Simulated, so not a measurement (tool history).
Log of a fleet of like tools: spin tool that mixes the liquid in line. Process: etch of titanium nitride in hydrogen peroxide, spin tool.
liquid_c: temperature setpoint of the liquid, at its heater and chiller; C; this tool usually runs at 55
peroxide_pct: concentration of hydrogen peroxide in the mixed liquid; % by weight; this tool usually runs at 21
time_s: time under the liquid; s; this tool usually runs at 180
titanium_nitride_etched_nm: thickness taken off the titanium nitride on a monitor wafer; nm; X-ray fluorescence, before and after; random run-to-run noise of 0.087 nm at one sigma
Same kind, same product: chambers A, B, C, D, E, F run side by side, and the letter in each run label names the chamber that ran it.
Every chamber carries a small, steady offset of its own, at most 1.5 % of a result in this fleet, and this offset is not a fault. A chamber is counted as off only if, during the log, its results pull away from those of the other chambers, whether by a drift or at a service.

run	hour	liquid_c	peroxide_pct	time_s	read-back film thickness of the titanium nitride reference wafer, read on the same gauge (nm)	titanium_nitride_etched_nm
1A	6.1	55	21	180	110.01	10.5500
2F	14.0	55	21	180	109.97	10.6580
3D	22.3	55	21	180	110.00	10.2910
4C	31.1	55	21	180	110.01	10.5820
5B	39.0	55	21	180	110.01	10.7060
# hour 39.4: chamber E: new drum of peroxide connected
6E	46.0	55	21	180	110.02	10.3150
# hour 47.4: chamber D: peroxide flow meter replaced
7F	51.8	55	21	180	110.01	10.4700
8D	58.7	55	21	180	109.99	10.4090
9C	64.6	55	21	180	110.01	10.6180
10E	68.9	55	21	180	110.03	10.3180
11A	73.1	55	21	180	110.00	10.7380
12B	77.7	55	21	180	109.99	10.6480
13B	82.7	55	21	180	109.97	10.5410
14A	89.6	55	21	180	109.99	10.6820
15F	95.8	55	21	180	109.99	10.3790
16C	103.0	55	21	225	109.98	13.2060
17E	111.4	55	21	225	110.04	13.1280
18D	116.1	55	21	225	110.00	13.1180
19C	124.9	55	21	225	110.01	13.1800
20D	131.7	55	21	225	110.02	13.1060
21F	139.7	55	21	225	109.99	13.1860
22B	143.9	55	21	180	110.01	10.5620
23A	152.7	55	21	180	110.01	10.6390
24E	160.1	55	21	180	110.00	10.5600
25D	167.4	55	21	180	110.05	10.6360
26F	174.4	55	21	180	109.99	10.5300
27B	179.7	55	21	180	110.00	10.6180
28C	184.7	55	21	180	109.99	10.6270
29E	189.7	55	21	180	109.99	10.2100
30A	196.6	55	21	180	109.98	10.5830
31D	200.8	55	21	180	109.99	10.4450
32C	208.2	55	21	120	109.99	7.0167
33F	214.2	55	21	120	110.01	7.0342
34E	221.7	55	21	120	110.01	6.7854
35B	228.1	55	21	120	109.98	7.0059
36A	234.1	55	21	120	109.99	7.0813
37C	239.9	55	21	120	109.98	7.0327
38E	245.4	55	21	180	110.03	10.0690
39D	250.8	55	21	180	110.00	10.5070
# hour 252.2: chamber B: new drum of peroxide connected
40F	258.5	55	21	180	110.01	10.4720
41B	266.3	55	21	180	109.99	10.6360
42A	272.9	55	27	180	110.02	11.2740
43F	281.3	55	27	180	110.02	11.0410

Predict what each chamber gives when all 6 of them run the settings below next.
44A	288.1	55	21	180		?
44B	288.1	55	21	180		?
44C	288.1	55	21	180		?
44D	288.1	55	21	180		?
44E	288.1	55	21	180		?
44F	288.1	55	21	180		?

run	titanium_nitride_etched_nm
44A	10.6970
44B	10.6680
44C	10.5710
44D	10.6220
44E	9.9760
44F	10.5730
